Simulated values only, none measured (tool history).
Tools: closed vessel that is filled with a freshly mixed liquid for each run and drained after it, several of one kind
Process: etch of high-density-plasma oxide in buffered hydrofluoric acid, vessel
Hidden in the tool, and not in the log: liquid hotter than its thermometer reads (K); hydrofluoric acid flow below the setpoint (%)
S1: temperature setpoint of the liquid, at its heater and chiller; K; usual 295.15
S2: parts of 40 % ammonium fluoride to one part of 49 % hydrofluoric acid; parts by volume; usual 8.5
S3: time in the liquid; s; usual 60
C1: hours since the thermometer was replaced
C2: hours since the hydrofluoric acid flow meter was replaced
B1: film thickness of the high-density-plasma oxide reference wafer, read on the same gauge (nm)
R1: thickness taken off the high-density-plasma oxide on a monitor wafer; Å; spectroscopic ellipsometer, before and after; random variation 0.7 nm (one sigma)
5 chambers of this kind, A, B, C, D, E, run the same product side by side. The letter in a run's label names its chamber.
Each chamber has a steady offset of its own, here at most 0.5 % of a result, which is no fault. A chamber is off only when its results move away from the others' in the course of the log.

run,hour,S1,S2,S3,C1,C2,B1,R1
1C,10.9,295.15,8.5,60,426.9,1867.6,119.99,816.34
2B,21.0,295.15,8.5,60,303.5,292.9,119.99,832.79
3E,32.3,295.15,8.5,60,151.4,944.5,120.01,815.55
4A,46.2,295.15,8.5,60,685.3,540.0,120.00,850.98
5D,61.9,295.15,8.5,60,183.3,580.1,119.98,839.12
# hour 73.5: chamber C: hydrofluoric acid flow meter replaced
6C,74.8,290.65,8.5,75,490.8,1.4,120.03,816.46
7E,88.1,290.65,8.5,75,207.2,1000.3,119.99,805.36
8B,98.1,290.65,8.5,75,380.6,370.0,120.00,813.82
9A,107.9,290.65,8.5,75,747.0,601.7,119.99,811.59
10D,119.0,290.65,8.5,75,240.4,637.2,120.02,816.68
11A,127.9,295.15,8.5,60,767.0,621.7,120.01,833.79
12D,141.0,295.15,8.5,60,262.4,659.2,119.96,835.95
13B,150.8,295.15,8.5,60,433.3,422.7,120.02,826.58
14E,157.6,295.15,8.5,60,276.7,1069.8,119.99,813.23
15C,166.9,295.15,8.5,60,582.9,93.5,120.00,842.04
16E,176.3,295.15,8.5,60,295.4,1088.5,120.02,824.55
17B,189.2,295.15,8.5,60,471.7,461.1,119.99,830.33
18D,196.5,295.15,8.5,60,317.9,714.7,120.01,828.24
19A,205.2,295.15,8.5,60,844.3,699.0,119.99,823.60
20C,218.3,295.15,8.5,60,634.3,144.9,119.99,831.67
21C,229.7,295.15,8.5,60,645.7,156.3,119.99,821.69
22A,239.6,295.15,8.5,60,878.7,733.4,120.01,830.61
23D,246.4,295.15,8.5,60,367.8,764.6,120.03,833.53
24B,254.0,295.15,8.5,60,536.5,525.9,120.01,830.38
25E,262.4,299.15,6.5,60,381.5,1174.6,119.97,1293.00
26B,269.5,299.15,6.5,60,552.0,541.4,119.99,1365.00
27C,280.9,299.15,6.5,60,696.9,207.5,120.00,1366.90
28A,292.6,299.15,6.5,60,931.7,786.4,120.00,1342.60
29E,302.9,299.15,6.5,60,422.0,1215.1,120.02,1320.70
30D,314.7,295.15,8.5,60,436.1,832.9,120.01,833.78
31B,323.0,295.15,8.5,60,605.5,594.9,120.01,838.50
# hour 329.2: chamber C: thermometer replaced
32E,335.6,299.15,11.0,60,454.7,1247.8,120.00,795.71
33D,346.1,299.15,11.0,60,467.5,864.3,120.01,834.01
34C,355.7,299.15,11.0,60,26.5,282.3,120.00,829.05
35A,367.8,299.15,11.0,60,1006.9,861.6,120.00,821.52
36D,378.0,299.15,11.0,60,499.4,896.2,120.00,836.08
# hour 383.6: chamber E: thermometer replaced
37B,389.0,295.15,8.5,60,671.5,660.9,119.99,836.08
38A,402.9,295.15,8.5,60,1042.0,896.7,120.00,847.77
39C,417.5,295.15,8.5,70,88.3,344.1,120.01,961.68
40E,425.1,295.15,8.5,70,41.6,1337.3,120.00,915.29
41B,433.3,295.15,8.5,70,715.8,705.2,119.99,966.69
42E,448.1,295.15,8.5,70,64.6,1360.3,119.98,901.05

Next, every chamber runs the same settings. What will each give?
43A,459.3,295.15,8.5,60,,,,?
43B,459.3,295.15,8.5,60,,,,?
43C,459.3,295.15,8.5,60,,,,?
43D,459.3,295.15,8.5,60,,,,?
43E,459.3,295.15,8.5,60,,,,?

run,R1
43A,816.33
43B,846.19
43C,830.01
43D,830.04
43E,774.20
